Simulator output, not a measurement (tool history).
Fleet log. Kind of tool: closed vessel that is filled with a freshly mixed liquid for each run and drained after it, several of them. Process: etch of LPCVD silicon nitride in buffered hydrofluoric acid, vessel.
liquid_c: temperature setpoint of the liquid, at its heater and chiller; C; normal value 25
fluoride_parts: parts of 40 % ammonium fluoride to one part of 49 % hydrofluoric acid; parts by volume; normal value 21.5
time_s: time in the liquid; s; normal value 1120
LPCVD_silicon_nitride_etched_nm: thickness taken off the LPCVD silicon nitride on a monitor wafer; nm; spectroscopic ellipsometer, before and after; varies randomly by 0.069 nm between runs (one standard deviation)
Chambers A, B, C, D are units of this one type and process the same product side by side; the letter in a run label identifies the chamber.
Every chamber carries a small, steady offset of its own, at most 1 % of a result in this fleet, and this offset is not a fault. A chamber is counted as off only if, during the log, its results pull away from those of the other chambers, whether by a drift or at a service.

run    day  liquid_c  fluoride_parts  time_s  read-back film thickness of the LPCVD silicon nitride reference wafer, read on the same gauge (nm)  LPCVD_silicon_nitride_etched_nm
 1A  0.083        25            21.5    1120                                                                                              50.038                           8.3088
 2B   0.25        25            21.5    1120                                                                                               50.01                           8.2374
 3D  0.408        25            21.5    1120                                                                                              50.024                           8.2814
 4C  0.542        25            21.5    1120                                                                                              49.983                           8.3069
 5C  0.671        25            21.5    1120                                                                                              49.989                           8.2484
 6A  0.842        25            21.5    1120                                                                                              50.022                           8.2202
 7B  0.992        25            21.5    1120                                                                                              50.002                           8.0422
 8D  1.083        25            21.5    1120                                                                                              49.975                           8.1956
 9C  1.242        25            21.5    1120                                                                                              49.952                           8.2547
10A  1.362        25            21.5    1120                                                                                              49.996                           8.1585
11D  1.542        25            21.5    1120                                                                                              49.976                           8.3132
12B    1.7        25            21.5    1120                                                                                              50.014                           8.2595
13B  1.788        25            21.5    1120                                                                                              49.978                           8.0687
14C  1.912        25            21.5    1120                                                                                              50.006                           8.3241
15A  2.004        25            21.5    1120                                                                                              50.008                             8.33
16D  2.104        25            21.5    1120                                                                                              49.973                           8.4034
17D  2.271        25            21.5    1120                                                                                              50.039                           8.3986
18A  2.429        25            21.5    1120                                                                                              50.008                           8.2318
19C  2.529        25            21.5    1120                                                                                              50.005                           8.4169
20B  2.683        25            25.5    1655                                                                                               49.98                           10.732
21B  2.804        25            25.5    1655                                                                                              50.065                           10.635
22A   2.95        25            25.5    1655                                                                                              50.004                           10.918
23D  3.071        25            25.5    1655                                                                                              49.997                           10.859
24C  3.217        25            21.5    1120                                                                                              50.006                           8.4151
25B  3.321        25            21.5    1120                                                                                              50.002                            8.276
26A  3.504        25            21.5    1120                                                                                              49.974                           8.1171
27C  3.596        25            21.5    1120                                                                                              50.023                           8.6091
28D  3.779        25            21.5    1120                                                                                              49.931                           8.3359
29C  3.862        25            18.5    1120                                                                                              49.962                            9.691
30A  4.004        25            18.5    1120                                                                                              50.026                           9.2424
31B  4.125        25            18.5    1120                                                                                               50.02                            9.191
32D  4.267        25            18.5    1120                                                                                              49.995                           9.5242
33D  4.371        25            21.5    1120                                                                                              49.981                           8.0984
34A    4.5        25            21.5    1120                                                                                              49.971                           8.2195
35C  4.588        25            21.5    1120                                                                                               49.99                           8.6921
36B  4.704        25              27     725                                                                                              49.969                           4.5189
37C  4.804        25              27     725                                                                                              50.055                           4.8262

Predict what each chamber gives when all 4 of them run the settings below next.
38A  4.942        25            21.5    1120                                                                                                                                    ?
38B  4.942        25            21.5    1120                                                                                                                                    ?
38C  4.942        25            21.5    1120                                                                                                                                    ?
38D  4.942        25            21.5    1120                                                                                                                                    ?

run  LPCVD_silicon_nitride_etched_nm
38A                           8.1668
38B                           8.1684
38C                           8.8037
38D                           8.3073
